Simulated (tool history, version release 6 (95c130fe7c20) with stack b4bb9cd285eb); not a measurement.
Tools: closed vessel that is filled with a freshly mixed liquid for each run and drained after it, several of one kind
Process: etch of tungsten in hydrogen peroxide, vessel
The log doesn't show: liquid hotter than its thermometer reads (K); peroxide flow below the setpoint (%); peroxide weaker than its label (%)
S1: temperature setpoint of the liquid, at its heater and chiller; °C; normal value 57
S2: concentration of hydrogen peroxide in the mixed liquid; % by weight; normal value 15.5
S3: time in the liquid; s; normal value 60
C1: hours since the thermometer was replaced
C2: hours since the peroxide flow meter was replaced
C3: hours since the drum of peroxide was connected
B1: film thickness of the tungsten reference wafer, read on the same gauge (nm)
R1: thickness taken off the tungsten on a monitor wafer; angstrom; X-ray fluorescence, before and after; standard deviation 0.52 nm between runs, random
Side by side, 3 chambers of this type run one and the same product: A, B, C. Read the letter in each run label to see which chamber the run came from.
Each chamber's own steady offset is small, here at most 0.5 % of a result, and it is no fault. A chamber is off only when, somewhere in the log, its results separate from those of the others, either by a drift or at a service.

run,day,S1,S2,S3,C1,C2,C3,B1,R1
1A,0.179,57,15.5,60,157.0,85.3,1012.7,39.993,679.57
2C,0.338,57,15.5,60,469.7,91.8,145.9,39.980,676.59
3B,0.471,57,15.5,60,590.7,230.6,99.1,39.998,673.75
# day 0.488: chamber A: new drum of peroxide connected
4A,0.650,57,15.5,60,168.3,96.6,4.0,40.008,675.25
5C,0.846,57,15.5,60,481.9,104.0,158.1,39.998,684.52
# day 0.892: chamber B: thermometer replaced
6B,0.992,57,15.5,60,2.4,243.1,111.6,40.018,680.63
7B,1.092,57,15.5,60,4.8,245.5,114.0,39.991,678.48
8C,1.208,57,15.5,60,490.6,112.7,166.8,39.977,679.08
9A,1.342,57,15.5,60,184.9,113.2,20.6,40.001,677.65
10B,1.504,57,15.5,60,14.7,255.4,123.9,40.020,679.56
11A,1.608,57,15.5,60,191.3,119.6,27.0,39.987,685.53
12C,1.779,57,15.5,45,504.3,126.4,180.5,40.023,512.15
13B,1.875,57,15.5,45,23.6,264.3,132.8,40.006,505.15
14A,2.075,57,15.5,45,202.5,130.8,38.2,39.968,511.33
15C,2.183,57,15.5,60,514.0,136.1,190.2,40.034,687.40
16C,2.375,57,15.5,60,518.6,140.7,194.8,40.037,692.37
17B,2.500,57,15.5,60,38.6,279.3,147.8,40.040,681.16
18A,2.679,57,15.5,60,217.0,145.3,52.7,39.981,681.93
19B,2.842,57,15.5,60,46.8,287.5,156.0,39.964,681.56
20C,2.996,57,15.5,60,533.5,155.6,209.7,39.986,709.28
21A,3.112,57,15.5,30,227.4,155.7,63.1,40.032,335.65
22B,3.279,57,15.5,30,57.3,298.0,166.5,40.013,343.28
23C,3.429,57,15.5,30,543.9,166.0,220.1,40.019,357.28
24A,3.542,57,15.5,60,237.7,166.0,73.4,39.985,681.66
25A,3.633,57,15.5,60,239.9,168.2,75.6,39.999,674.10
26C,3.817,57,15.5,35,553.2,175.3,229.4,39.985,418.42

The same settings go to every chamber for the next run, one line per chamber below. Forecast the results for each:
27A,3.962,57,15.5,60,,,,,?
27B,3.962,57,15.5,60,,,,,?
27C,3.962,57,15.5,60,,,,,?

run,R1
27A,674.91
27B,679.89
27C,723.42

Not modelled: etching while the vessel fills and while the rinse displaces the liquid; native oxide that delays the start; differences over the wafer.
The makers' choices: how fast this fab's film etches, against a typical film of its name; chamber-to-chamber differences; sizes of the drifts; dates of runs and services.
